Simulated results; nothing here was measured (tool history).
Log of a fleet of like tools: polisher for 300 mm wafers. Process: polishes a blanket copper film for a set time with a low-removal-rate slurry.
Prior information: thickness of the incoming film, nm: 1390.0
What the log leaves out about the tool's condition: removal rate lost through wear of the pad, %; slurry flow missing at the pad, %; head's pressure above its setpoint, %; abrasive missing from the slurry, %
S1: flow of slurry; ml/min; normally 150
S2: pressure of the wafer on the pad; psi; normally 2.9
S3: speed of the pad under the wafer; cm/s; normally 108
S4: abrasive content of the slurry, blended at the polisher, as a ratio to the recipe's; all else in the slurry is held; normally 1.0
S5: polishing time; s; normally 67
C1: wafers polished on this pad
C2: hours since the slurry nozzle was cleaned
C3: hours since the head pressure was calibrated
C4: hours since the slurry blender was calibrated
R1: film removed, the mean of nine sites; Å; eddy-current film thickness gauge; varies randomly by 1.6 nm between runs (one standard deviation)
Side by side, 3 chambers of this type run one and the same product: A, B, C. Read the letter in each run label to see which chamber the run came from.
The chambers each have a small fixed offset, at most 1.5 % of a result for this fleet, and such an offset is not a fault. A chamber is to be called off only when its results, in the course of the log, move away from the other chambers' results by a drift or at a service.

run	hour	S1	S2	S3	S4	S5	C1	C2	C3	C4	R1
# hour 5.5: chamber C: slurry nozzle cleaned
1B	10.4	150	2.9	108	1.0	67	1301	472.3	413.6	264.4	2040.8
2A	17.0	150	2.9	108	1.0	67	580	285.2	474.2	97.9	2034.8
3C	27.4	150	2.9	108	1.0	67	762	22.0	952.5	122.8	2062.0
# hour 27.8: chamber A: slurry blender recalibrated
# hour 30.0: chamber C: worn pad replaced by a new one
# hour 35.0: chamber B: worn pad replaced by a new one
# hour 35.8: chamber A: worn pad replaced by a new one
4B	35.9	150	2.9	108	1.0	67	9	497.8	439.1	289.9	2030.8
5C	42.5	150	2.9	108	1.0	67	129	37.1	967.6	137.9	2055.6
6A	50.7	150	2.9	108	1.0	67	154	318.9	507.9	22.9	2021.2
7B	62.1	150	2.9	108	1.0	67	280	524.0	465.3	316.1	2082.4
8C	70.3	175	2.9	128	1.0	67	417	64.9	995.4	165.7	2502.4
9A	79.4	175	2.9	128	1.0	67	450	347.6	536.6	51.6	2479.8
10B	86.2	175	2.9	128	1.0	67	529	548.1	489.4	340.2	2479.4
11A	94.7	150	2.9	108	1.0	67	609	362.9	551.9	66.9	2028.9
12C	101.1	150	2.9	108	1.0	67	735	95.7	1026.2	196.5	2029.7
# hour 107.8: chamber C: worn pad replaced by a new one
13C	112.1	150	2.9	108	1.0	67	45	106.7	1037.2	207.5	2032.0
14A	122.9	150	2.9	108	1.0	67	900	391.1	580.1	95.1	1970.8
15B	129.6	150	2.9	108	1.0	67	978	591.5	532.8	383.6	2052.1
# hour 130.0: chamber A: slurry blender recalibrated
# hour 133.0: chamber A: worn pad replaced by a new one
16A	136.6	150	2.9	108	1.0	67	37	404.8	593.8	6.6	1982.0
17B	143.9	150	2.3	108	1.2	67	1126	605.8	547.1	397.9	1688.2
18C	150.8	150	2.3	108	1.2	67	445	145.4	1075.9	246.2	1673.0
# hour 152.3: chamber B: worn pad replaced by a new one
19C	156.4	150	2.3	108	1.2	67	503	151.0	1081.5	251.8	1711.8
20B	165.2	150	2.9	108	1.0	67	133	627.1	568.4	419.2	2021.9
21A	172.8	150	2.9	108	1.0	67	411	441.0	630.0	42.8	1983.0
# hour 183.0: chamber B: slurry nozzle cleaned
22A	184.0	150	2.9	108	1.0	67	527	452.2	641.2	54.0	1971.6
# hour 188.6: chamber C: worn pad replaced by a new one
23C	192.5	150	2.9	108	1.0	67	41	187.1	1117.6	287.9	2060.8
24B	203.7	150	2.9	108	1.0	67	531	20.7	606.9	457.7	2039.1
25A	210.3	150	2.9	108	1.0	67	799	478.5	667.5	80.3	1931.9
26B	217.8	150	2.9	108	1.0	67	677	34.8	621.0	471.8	2033.3
# hour 224.3: chamber A: worn pad replaced by a new one
27C	228.8	150	2.9	108	1.0	67	416	223.4	1153.9	324.2	2059.4
28A	240.1	150	2.9	108	1.0	67	163	508.3	697.3	110.1	1944.1
# hour 243.1: chamber A: slurry blender recalibrated
29B	246.9	150	2.9	108	1.0	67	978	63.9	650.1	500.9	2024.8
30C	252.2	150	2.9	108	1.0	67	658	246.8	1177.3	347.6	2054.0
# hour 257.3: chamber B: slurry blender recalibrated
# hour 259.0: chamber C: worn pad replaced by a new one
31C	262.3	150	2.9	108	1.0	67	34	256.9	1187.4	357.7	2062.2
32A	271.9	150	2.9	108	1.0	67	492	540.1	729.1	28.9	1889.6
# hour 281.3: chamber B: worn pad replaced by a new one
33B	282.8	135	2.9	80	1.0	67	15	99.8	686.0	25.6	1488.5
34B	292.6	135	2.9	80	1.0	67	116	109.6	695.8	35.4	1483.1
35C	304.2	135	2.9	80	1.0	67	467	298.8	1229.3	399.6	1502.6
36A	313.3	150	2.9	108	1.0	67	920	581.5	770.5	70.3	1900.2
# hour 313.7: chamber A: worn pad replaced by a new one
37A	318.4	150	2.9	82	1.0	47	48	586.6	775.6	75.4	1015.3
38B	326.9	150	2.9	82	1.0	47	471	143.9	730.1	69.7	1097.8
# hour 330.1: chamber C: worn pad replaced by a new one
39C	335.7	150	2.9	82	1.0	47	58	330.3	1260.8	431.1	1088.3

For the next run the whole fleet of 3 chambers uses the same settings. Give each chamber's results:
40A	344.0	150	2.9	96	1.0	67					?
40B	344.0	150	2.9	96	1.0	67					?
40C	344.0	150	2.9	96	1.0	67					?

run	R1
40A	1660.7
40B	1820.3
40C	1811.9
